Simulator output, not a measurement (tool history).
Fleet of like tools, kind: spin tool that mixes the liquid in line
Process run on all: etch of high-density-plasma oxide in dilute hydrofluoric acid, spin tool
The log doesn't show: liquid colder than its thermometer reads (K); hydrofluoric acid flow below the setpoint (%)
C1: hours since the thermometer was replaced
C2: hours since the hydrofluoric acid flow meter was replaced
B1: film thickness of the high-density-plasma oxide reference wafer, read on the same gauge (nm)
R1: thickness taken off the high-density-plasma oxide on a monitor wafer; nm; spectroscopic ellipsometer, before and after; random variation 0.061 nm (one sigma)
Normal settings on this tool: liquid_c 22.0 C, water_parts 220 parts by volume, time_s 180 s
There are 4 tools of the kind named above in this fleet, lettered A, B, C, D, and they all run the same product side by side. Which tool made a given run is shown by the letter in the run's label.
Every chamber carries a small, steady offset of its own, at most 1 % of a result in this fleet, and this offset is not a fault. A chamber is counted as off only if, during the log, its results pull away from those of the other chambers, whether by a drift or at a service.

{"run": "1C", "day": 0.604, "liquid_c": 22.0, "water_parts": 220, "time_s": 180, "C1": 357.4, "C2": 414.3, "B1": 149.99, "R1": 7.2225}
{"run": "2B", "day": 1.125, "liquid_c": 22.0, "water_parts": 220, "time_s": 180, "C1": 519.9, "C2": 365.9, "B1": 150.0, "R1": 7.4309}
{"run": "3A", "day": 1.579, "liquid_c": 22.0, "water_parts": 220, "time_s": 180, "C1": 1544.1, "C2": 1502.9, "B1": 150.01, "R1": 7.4376}
{"run": "4D", "day": 1.962, "liquid_c": 22.0, "water_parts": 220, "time_s": 180, "C1": 695.7, "C2": 693.7, "B1": 150.02, "R1": 7.4413}
{"run": "5B", "day": 2.588, "liquid_c": 22.0, "water_parts": 220, "time_s": 180, "C1": 555.0, "C2": 401.0, "B1": 149.99, "R1": 7.3732}
{"run": "6A", "day": 2.871, "liquid_c": 22.0, "water_parts": 220, "time_s": 180, "C1": 1575.1, "C2": 1533.9, "B1": 150.0, "R1": 7.2964}
{"run": "7D", "day": 3.146, "liquid_c": 22.0, "water_parts": 220, "time_s": 180, "C1": 724.1, "C2": 722.1, "B1": 149.99, "R1": 7.4323}
{"run": "8C", "day": 3.546, "liquid_c": 22.0, "water_parts": 220, "time_s": 180, "C1": 428.0, "C2": 484.9, "B1": 149.99, "R1": 7.2107}
{"run": "9D", "day": 4.021, "liquid_c": 22.0, "water_parts": 220, "time_s": 180, "C1": 745.1, "C2": 743.1, "B1": 149.99, "R1": 7.4177}
{"run": "10C", "day": 4.567, "liquid_c": 17.5, "water_parts": 220, "time_s": 105, "C1": 452.5, "C2": 509.4, "B1": 149.99, "R1": 3.5905}
{"run": "11B", "day": 4.983, "liquid_c": 17.5, "water_parts": 220, "time_s": 105, "C1": 612.5, "C2": 458.5, "B1": 150.01, "R1": 3.6211}
{"run": "12A", "day": 5.375, "liquid_c": 17.5, "water_parts": 220, "time_s": 105, "C1": 1635.2, "C2": 1594.0, "B1": 150.0, "R1": 3.6481}
{"run": "13A", "day": 5.704, "liquid_c": 17.5, "water_parts": 220, "time_s": 105, "C1": 1643.1, "C2": 1601.9, "B1": 150.0, "R1": 3.6105}
{"run": "14D", "day": 6.333, "liquid_c": 22.0, "water_parts": 220, "time_s": 180, "C1": 800.6, "C2": 798.6, "B1": 150.01, "R1": 7.4725}
{"run": "15C", "day": 6.938, "liquid_c": 22.0, "water_parts": 220, "time_s": 180, "C1": 509.4, "C2": 566.3, "B1": 150.02, "R1": 7.2425}
{"day": 7.154, "done": "chamber B: thermometer replaced"}
{"run": "16B", "day": 7.371, "liquid_c": 22.0, "water_parts": 220, "time_s": 180, "C1": 5.3, "C2": 515.8, "B1": 150.0, "R1": 7.3085}
{"run": "17A", "day": 7.642, "liquid_c": 22.0, "water_parts": 220, "time_s": 180, "C1": 1689.6, "C2": 1648.4, "B1": 150.01, "R1": 7.2437}
{"run": "18C", "day": 8.183, "liquid_c": 22.0, "water_parts": 220, "time_s": 180, "C1": 539.3, "C2": 596.2, "B1": 150.0, "R1": 7.1707}
{"run": "19B", "day": 8.679, "liquid_c": 22.0, "water_parts": 160, "time_s": 85, "C1": 36.7, "C2": 547.2, "B1": 150.01, "R1": 5.1119}
{"run": "20D", "day": 8.958, "liquid_c": 22.0, "water_parts": 160, "time_s": 85, "C1": 863.6, "C2": 861.6, "B1": 150.02, "R1": 5.116}
{"run": "21A", "day": 9.312, "liquid_c": 22.0, "water_parts": 160, "time_s": 85, "C1": 1729.7, "C2": 1688.5, "B1": 150.0, "R1": 5.1109}
{"run": "22B", "day": 9.825, "liquid_c": 22.0, "water_parts": 160, "time_s": 85, "C1": 64.2, "C2": 574.7, "B1": 150.01, "R1": 5.1184}
{"run": "23D", "day": 10.275, "liquid_c": 22.0, "water_parts": 220, "time_s": 180, "C1": 895.2, "C2": 893.2, "B1": 149.99, "R1": 7.4287}
{"run": "24C", "day": 10.7, "liquid_c": 22.0, "water_parts": 220, "time_s": 180, "C1": 599.7, "C2": 656.6, "B1": 149.99, "R1": 7.0928}
{"run": "25D", "day": 11.021, "liquid_c": 22.0, "water_parts": 220, "time_s": 180, "C1": 913.1, "C2": 911.1, "B1": 150.01, "R1": 7.5021}
{"run": "26C", "day": 11.429, "liquid_c": 22.0, "water_parts": 220, "time_s": 180, "C1": 617.2, "C2": 674.1, "B1": 150.0, "R1": 7.0822}
{"run": "27B", "day": 11.733, "liquid_c": 22.0, "water_parts": 220, "time_s": 180, "C1": 110.0, "C2": 620.5, "B1": 150.0, "R1": 7.3944}
{"run": "28A", "day": 12.208, "liquid_c": 22.0, "water_parts": 220, "time_s": 180, "C1": 1799.2, "C2": 1758.0, "B1": 149.97, "R1": 7.2594}
{"run": "29D", "day": 12.592, "liquid_c": 22.0, "water_parts": 220, "time_s": 180, "C1": 950.8, "C2": 948.8, "B1": 149.98, "R1": 7.3394}
{"run": "30A", "day": 12.867, "liquid_c": 22.0, "water_parts": 220, "time_s": 180, "C1": 1815.0, "C2": 1773.8, "B1": 149.98, "R1": 7.3262}
{"run": "31B", "day": 13.496, "liquid_c": 22.0, "water_parts": 220, "time_s": 180, "C1": 152.3, "C2": 662.8, "B1": 150.0, "R1": 7.354}
{"day": 13.938, "done": "chamber B: hydrofluoric acid flow meter replaced"}
{"run": "32C", "day": 13.938, "liquid_c": 22.0, "water_parts": 220, "time_s": 180, "C1": 677.4, "C2": 734.3, "B1": 150.0, "R1": 6.8481}
{"run": "33D", "day": 14.425, "liquid_c": 22.0, "water_parts": 220, "time_s": 180, "C1": 994.8, "C2": 992.8, "B1": 149.97, "R1": 7.5408}
{"run": "34B", "day": 14.725, "liquid_c": 22.0, "water_parts": 220, "time_s": 180, "C1": 181.8, "C2": 18.9, "B1": 150.0, "R1": 7.3146}
{"run": "35A", "day": 15.354, "liquid_c": 22.0, "water_parts": 220, "time_s": 180, "C1": 1874.7, "C2": 1833.5, "B1": 149.98, "R1": 7.2725}
{"run": "36C", "day": 15.788, "liquid_c": 23.5, "water_parts": 180, "time_s": 180, "C1": 721.8, "C2": 778.7, "B1": 150.0, "R1": 8.9556}
{"run": "37A", "day": 16.388, "liquid_c": 23.5, "water_parts": 180, "time_s": 180, "C1": 1899.5, "C2": 1858.3, "B1": 150.01, "R1": 9.9954}

Decide between three cases: one chamber stands off from its peers, the gauge reading all wafers drifts, or nothing is wrong past each chamber's small offset. Where a chamber is off, say which and what most likely put it there.

Little by little, chamber C moves away from the other chambers.
Cause: liquid colder than its thermometer reads (K) = 2.47.
From this log alone, it may not be told apart from: hydrofluoric acid flow below the setpoint (%).

Chamber C could run next with any of the 4 candidate recipes listed below; each alters the usual settings, and their results appear as question marks. Which one brings its results back in line with what the other chambers deliver on the usual settings?
Counts as in line when no further than this from what the other chambers average on the usual settings: R1 0.2100 nm
{"run": "38C-1", "day": 16.842, "liquid_c": 22.5, "water_parts": 205, "time_s": 180, "R1": "?"}
{"run": "38C-2", "day": 16.842, "liquid_c": 22.0, "water_parts": 205, "time_s": 195, "R1": "?"}
{"run": "38C-3", "day": 16.842, "liquid_c": 22.0, "water_parts": 235, "time_s": 165, "R1": "?"}
{"run": "38C-4", "day": 16.842, "liquid_c": 21.5, "water_parts": 235, "time_s": 180, "R1": "?"}

The mean the other chambers reach with the usual settings: R1 7.3688 nm
run=38C-1 R1=7.3776
run=38C-2 R1=7.8367
run=38C-3 R1=5.6286
run=38C-4 R1=6.0220
The right change is 38C-1: it brings the chamber back within the allowed miss of the others.
